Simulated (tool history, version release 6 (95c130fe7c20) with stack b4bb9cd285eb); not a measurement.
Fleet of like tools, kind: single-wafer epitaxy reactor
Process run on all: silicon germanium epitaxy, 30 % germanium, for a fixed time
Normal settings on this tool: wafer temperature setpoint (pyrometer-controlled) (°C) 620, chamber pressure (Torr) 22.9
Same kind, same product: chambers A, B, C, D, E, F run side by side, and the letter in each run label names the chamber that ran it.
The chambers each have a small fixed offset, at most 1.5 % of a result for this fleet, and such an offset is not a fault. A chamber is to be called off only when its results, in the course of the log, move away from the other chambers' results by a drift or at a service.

run	hour	wafer temperature setpoint (pyrometer-controlled) (°C)	chamber pressure (Torr)	read-back reference wafer on the same gauge, thickness_nm	mean film thickness on the monitor wafer (Å)
1F	6.2	620	22.9	93.093	896.58
2A	13.0	620	22.9	93.023	900.46
3D	20.8	620	22.9	93.006	892.90
4B	27.4	620	22.9	93.044	885.31
5E	35.3	620	22.9	93.025	892.17
6C	43.4	620	22.9	93.026	888.84
7F	53.5	620	22.9	92.959	898.11
8B	61.0	620	22.9	93.028	887.02
9A	70.7	620	22.9	93.002	903.45
10D	76.9	620	22.9	92.989	889.71
11C	82.5	620	22.9	92.981	884.98
12E	92.4	625	22.9	92.925	968.10
13E	99.6	625	22.9	92.979	974.26
14F	108.5	625	22.9	93.064	974.14
15C	118.0	625	22.9	92.988	967.87
16A	124.6	625	22.9	92.947	977.28
17D	133.4	625	22.9	92.997	972.21
18B	138.8	620	22.9	92.975	882.99
19E	145.1	620	22.9	92.965	892.25
20C	151.5	620	22.9	92.962	885.31
21F	161.0	620	22.9	92.963	892.47
22D	166.1	620	22.9	93.033	889.23
23B	175.4	620	22.9	93.090	887.49
# hour 176.8: chamber F: pyrometer calibrated
24A	183.1	620	22.9	92.966	900.83
25A	194.6	620	22.9	93.022	897.29
26C	201.0	620	22.9	92.910	879.77
27B	206.9	620	22.9	93.028	881.55
28F	216.7	620	22.9	93.048	914.34
29E	222.1	620	22.9	93.078	892.36
30D	228.0	620	22.9	93.022	894.60
31B	238.0	620	22.9	92.999	888.80
32C	246.1	620	22.9	93.050	884.50
33A	254.0	620	19.4	92.996	844.18
34E	262.9	620	19.4	92.961	834.14
# hour 267.1: chamber F: capacitance manometer re-zeroed and calibrated
35D	272.0	620	19.4	93.020	835.17
36F	281.3	620	19.4	93.049	855.86
# hour 285.3: chamber D: capacitance manometer re-zeroed and calibrated
37B	290.4	620	19.4	92.974	825.34
38E	298.9	620	19.4	92.997	836.48
# hour 303.2: chamber A: capacitance manometer re-zeroed and calibrated
39D	304.0	620	22.9	93.052	892.30
40C	314.6	620	22.9	92.964	888.00
41A	322.7	620	22.9	92.927	903.78
42F	332.7	620	22.9	93.021	913.04

For the next run the whole fleet of 6 chambers uses the same settings. Give each chamber's results:
43A	341.0	606	22.9		?
43B	341.0	606	22.9		?
43C	341.0	606	22.9		?
43D	341.0	606	22.9		?
43E	341.0	606	22.9		?
43F	341.0	606	22.9		?

run	mean film thickness on the monitor wafer (Å)
43A	704.67
43B	688.37
43C	695.96
43D	697.39
43E	695.50
43F	710.25
